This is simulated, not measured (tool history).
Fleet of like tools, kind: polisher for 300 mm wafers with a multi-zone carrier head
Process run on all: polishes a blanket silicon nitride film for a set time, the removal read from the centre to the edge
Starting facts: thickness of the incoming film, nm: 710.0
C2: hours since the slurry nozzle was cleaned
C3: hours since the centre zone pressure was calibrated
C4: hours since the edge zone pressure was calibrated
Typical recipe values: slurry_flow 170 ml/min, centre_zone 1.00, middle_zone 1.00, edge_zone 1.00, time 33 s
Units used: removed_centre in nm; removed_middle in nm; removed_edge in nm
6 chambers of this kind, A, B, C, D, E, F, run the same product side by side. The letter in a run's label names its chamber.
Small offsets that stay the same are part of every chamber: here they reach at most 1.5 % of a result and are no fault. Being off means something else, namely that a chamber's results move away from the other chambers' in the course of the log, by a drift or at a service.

At day 0.354: chamber C: centre zone pressure recalibrated.
At day 0.383: chamber B: worn pad replaced by a new one.
Run 1B, day 0.433: usual settings; wafers polished on this pad 8; C2 598.9; C3 210.7; C4 541.8. Result: removed_centre 48.598 nm, removed_middle 47.619 nm, removed_edge 48.517 nm.
Run 2D, day 0.800: usual settings; wafers polished on this pad 932; C2 393.0; C3 1433.9; C4 1204.7. Result: removed_centre 49.227 nm, removed_middle 47.660 nm, removed_edge 48.811 nm.
Run 3E, day 1.429: usual settings; wafers polished on this pad 420; C2 75.2; C3 258.1; C4 659.4. Result: removed_centre 47.988 nm, removed_middle 47.877 nm, removed_edge 49.153 nm.
At day 1.521: chamber D: worn pad replaced by a new one.
At day 1.933: chamber A: centre zone pressure recalibrated.
At day 1.967: chamber D: edge zone pressure recalibrated.
Run 4F, day 2.000: usual settings; wafers polished on this pad 372; C2 129.3; C3 69.9; C4 865.7. Result: removed_centre 48.625 nm, removed_middle 47.997 nm, removed_edge 48.787 nm.
At day 2.212: chamber A: worn pad replaced by a new one.
Run 5C, day 2.512: usual settings; wafers polished on this pad 466; C2 139.4; C3 51.9; C4 715.5. Result: removed_centre 46.537 nm, removed_middle 48.484 nm, removed_edge 48.493 nm.
At day 2.875: chamber E: worn pad replaced by a new one.
Run 6A, day 3.150: usual settings; wafers polished on this pad 148; C2 553.7; C3 29.3; C4 641.8. Result: removed_centre 47.971 nm, removed_middle 47.805 nm, removed_edge 48.098 nm.
Run 7C, day 3.454: usual settings; wafers polished on this pad 615; C2 162.0; C3 74.5; C4 738.1. Result: removed_centre 48.146 nm, removed_middle 48.014 nm, removed_edge 47.427 nm.
At day 3.662: chamber F: worn pad replaced by a new one.
Run 8F, day 3.912: usual settings; wafers polished on this pad 40; C2 175.2; C3 115.8; C4 911.6. Result: removed_centre 47.880 nm, removed_middle 48.816 nm, removed_edge 49.082 nm.
Run 9B, day 4.254: usual settings; wafers polished on this pad 612; C2 690.6; C3 302.4; C4 633.5. Result: removed_centre 48.402 nm, removed_middle 47.671 nm, removed_edge 47.273 nm.
Run 10A, day 4.542: usual settings; wafers polished on this pad 368; C2 587.1; C3 62.7; C4 675.2. Result: removed_centre 47.816 nm, removed_middle 48.704 nm, removed_edge 47.893 nm.
Run 11D, day 4.917: usual settings; wafers polished on this pad 537; C2 491.8; C3 1532.7; C4 70.8. Result: removed_centre 49.456 nm, removed_middle 47.937 nm, removed_edge 49.337 nm.
At day 5.108: chamber E: edge zone pressure recalibrated.
Run 12E, day 5.379: usual settings; wafers polished on this pad 396; C2 170.0; C3 352.9; C4 6.5. Result: removed_centre 48.573 nm, removed_middle 47.844 nm, removed_edge 47.853 nm.
At day 5.496: chamber B: worn pad replaced by a new one.
Run 13F, day 5.896: usual settings but centre_zone 1.11, middle_zone 1.09; wafers polished on this pad 353; C2 222.8; C3 163.4; C4 959.2. Result: removed_centre 53.284 nm, removed_middle 52.786 nm, removed_edge 48.478 nm.
At day 6.104: chamber C: worn pad replaced by a new one.
Run 14D, day 6.492: usual settings but centre_zone 1.11, middle_zone 1.09; wafers polished on this pad 786; C2 529.6; C3 1570.5; C4 108.6. Result: removed_centre 54.835 nm, removed_middle 53.060 nm, removed_edge 48.228 nm.
At day 6.788: chamber E: worn pad replaced by a new one.
Run 15C, day 6.808: usual settings but centre_zone 1.11, middle_zone 1.09; wafers polished on this pad 111; C2 242.5; C3 155.0; C4 818.6. Result: removed_centre 52.834 nm, removed_middle 50.923 nm, removed_edge 48.025 nm.
At day 7.379: chamber F: worn pad replaced by a new one.
Run 16B, day 7.442: usual settings but centre_zone 1.11, middle_zone 1.09; wafers polished on this pad 307; C2 767.1; C3 378.9; C4 710.0. Result: removed_centre 52.596 nm, removed_middle 52.655 nm, removed_edge 48.541 nm.
At day 7.762: chamber D: centre zone pressure recalibrated.
Run 17E, day 7.904: usual settings but centre_zone 1.11, middle_zone 1.09; wafers polished on this pad 176; C2 230.6; C3 413.5; C4 67.1. Result: removed_centre 55.268 nm, removed_middle 52.317 nm, removed_edge 48.163 nm.
At day 8.096: chamber B: slurry nozzle cleaned.
At day 8.271: chamber D: worn pad replaced by a new one.
At day 8.375: chamber A: worn pad replaced by a new one.
Run 18A, day 8.475: usual settings but centre_zone 1.11, middle_zone 1.09; wafers polished on this pad 16; C2 681.5; C3 157.1; C4 769.6. Result: removed_centre 51.268 nm, removed_middle 50.759 nm, removed_edge 46.087 nm.
Run 19F, day 8.862: usual settings; wafers polished on this pad 234; C2 294.0; C3 234.6; C4 1030.4. Result: removed_centre 48.810 nm, removed_middle 46.860 nm, removed_edge 48.711 nm.
Run 20A, day 9.379: usual settings; wafers polished on this pad 159; C2 703.2; C3 178.8; C4 791.3. Result: removed_centre 46.447 nm, removed_middle 47.227 nm, removed_edge 46.768 nm.
Run 21D, day 9.658: usual settings; wafers polished on this pad 219; C2 605.6; C3 45.5; C4 184.6. Result: removed_centre 47.386 nm, removed_middle 48.199 nm, removed_edge 48.135 nm.
At day 9.904: chamber B: edge zone pressure recalibrated.
At day 10.217: chamber E: worn pad replaced by a new one.
Run 22C, day 10.225: usual settings; wafers polished on this pad 651; C2 324.5; C3 237.0; C4 900.6. Result: removed_centre 47.926 nm, removed_middle 48.049 nm, removed_edge 48.331 nm.
Run 23B, day 10.638: usual settings; wafers polished on this pad 812; C2 61.0; C3 455.6; C4 17.6. Result: removed_centre 48.560 nm, removed_middle 47.267 nm, removed_edge 47.939 nm.
At day 10.942: chamber B: worn pad replaced by a new one.
Run 24E, day 11.200: usual settings; wafers polished on this pad 155; C2 309.7; C3 492.6; C4 146.2. Result: removed_centre 47.529 nm, removed_middle 47.165 nm, removed_edge 48.395 nm.
At day 11.254: chamber F: worn pad replaced by a new one.
At day 11.508: chamber D: slurry nozzle cleaned.
Run 25B, day 11.525: usual settings but edge_zone 0.92, time 38 s; wafers polished on this pad 92; C2 82.3; C3 476.9; C4 38.9. Result: removed_centre 55.655 nm, removed_middle 55.747 nm, removed_edge 52.623 nm.
Run 26E, day 11.950: usual settings but edge_zone 0.92, time 38 s; wafers polished on this pad 274; C2 327.7; C3 510.6; C4 164.2. Result: removed_centre 55.914 nm, removed_middle 54.648 nm, removed_edge 53.067 nm.
At day 12.325: chamber C: worn pad replaced by a new one.
Run 27C, day 12.533: usual settings but edge_zone 0.92, time 38 s; wafers polished on this pad 33; C2 379.9; C3 292.4; C4 956.0. Result: removed_centre 55.638 nm, removed_middle 54.886 nm, removed_edge 53.373 nm.
Run 28F, day 12.879: usual settings but edge_zone 0.92, time 38 s; wafers polished on this pad 257; C2 390.4; C3 331.0; C4 1126.8. Result: removed_centre 55.155 nm, removed_middle 54.805 nm, removed_edge 53.847 nm.
Run 29A, day 13.388: usual settings but edge_zone 0.92, time 38 s; wafers polished on this pad 792; C2 799.4; C3 275.0; C4 887.5. Result: removed_centre 51.213 nm, removed_middle 53.985 nm, removed_edge 50.455 nm.
At day 13.408: chamber E: worn pad replaced by a new one.
At day 13.712: chamber D: worn pad replaced by a new one.
Run 30D, day 13.821: usual settings but edge_zone 0.92, time 38 s; wafers polished on this pad 17; C2 55.6; C3 145.4; C4 284.5. Result: removed_centre 56.099 nm, removed_middle 56.211 nm, removed_edge 53.404 nm.
Run 31E, day 14.450: usual settings; wafers polished on this pad 164; C2 387.7; C3 570.6; C4 224.2. Result: removed_centre 48.329 nm, removed_middle 48.124 nm, removed_edge 48.425 nm.
At day 14.596: chamber C: slurry nozzle cleaned.
Run 32F, day 14.825: usual settings; wafers polished on this pad 564; C2 437.1; C3 377.7; C4 1173.5. Result: removed_centre 48.074 nm, removed_middle 47.771 nm, removed_edge 47.956 nm.
At day 15.267: chamber A: worn pad replaced by a new one.
At day 15.358: chamber F: worn pad replaced by a new one.
Run 33A, day 15.412: usual settings; wafers polished on this pad 23; C2 848.0; C3 323.6; C4 936.1. Result: removed_centre 43.746 nm, removed_middle 44.961 nm, removed_edge 45.803 nm.
At day 15.521: chamber B: worn pad replaced by a new one.
Run 34D, day 16.054: usual settings but centre_zone 1.07, time 21 s; wafers polished on this pad 370; C2 109.2; C3 199.0; C4 338.1. Result: removed_centre 33.067 nm, removed_middle 30.930 nm, removed_edge 30.950 nm.
Run 35B, day 16.342: usual settings but centre_zone 1.07, time 21 s; wafers polished on this pad 129; C2 197.9; C3 592.5; C4 154.5. Result: removed_centre 33.625 nm, removed_middle 30.520 nm, removed_edge 30.024 nm.
Run 36C, day 16.817: usual settings but centre_zone 1.07, time 21 s; wafers polished on this pad 710; C2 53.4; C3 395.2; C4 1058.8. Result: removed_centre 32.263 nm, removed_middle 30.713 nm, removed_edge 31.252 nm.
Run 37F, day 17.446: usual settings but centre_zone 1.07, time 21 s; wafers polished on this pad 330; C2 500.0; C3 440.6; C4 1236.4. Result: removed_centre 33.405 nm, removed_middle 30.140 nm, removed_edge 30.881 nm.
Run 38B, day 18.042: usual settings but centre_zone 1.07, time 21 s; wafers polished on this pad 398; C2 238.7; C3 633.3; C4 195.3. Result: removed_centre 32.131 nm, removed_middle 31.217 nm, removed_edge 30.614 nm.

Which is it: a chamber that has drifted or been left off by a service, a gauge drift common to all chambers, or only each chamber's usual small offset? If a chamber is off, name it and its likeliest cause.

Chamber A drifts away from the others.
Cause: slurry flow missing at the pad, % = 36.

Below are 4 candidate recipes for chamber A's next run, each the usual settings with a change, their results shown as question marks. Which of them brings A's results back in line with what the other chambers give on the usual settings?
A result is in line if it is within this distance of the other chambers' mean on the usual settings: removed_centre 2.400 nm; removed_middle 2.500 nm; removed_edge 1.700 nm
Run 39A-1, day 18.504: usual settings but slurry_flow 180 ml/min, centre_zone 1.03, middle_zone 1.01, edge_zone 0.99, time 35 s. Result: removed_centre ?, removed_middle ?, removed_edge ?.
Run 39A-2, day 18.504: usual settings but centre_zone 1.01. Result: removed_centre ?, removed_middle ?, removed_edge ?.
Run 39A-3, day 18.504: usual settings but slurry_flow 160 ml/min, centre_zone 0.97, middle_zone 0.99, edge_zone 1.01, time 31 s. Result: removed_centre ?, removed_middle ?, removed_edge ?.
Run 39A-4, day 18.504: usual settings but centre_zone 0.99. Result: removed_centre ?, removed_middle ?, removed_edge ?.

The other chambers' mean on the usual settings: removed_centre 48.123 nm; removed_middle 48.045 nm; removed_edge 48.249 nm
  run  removed_centre  removed_middle  removed_edge
39A-1          47.791          47.807        48.186
39A-2          43.360          44.033        45.226
39A-3          38.216          40.340        42.244
39A-4          42.407          44.039        45.226
39A-1 puts the chamber back in line with the other chambers.
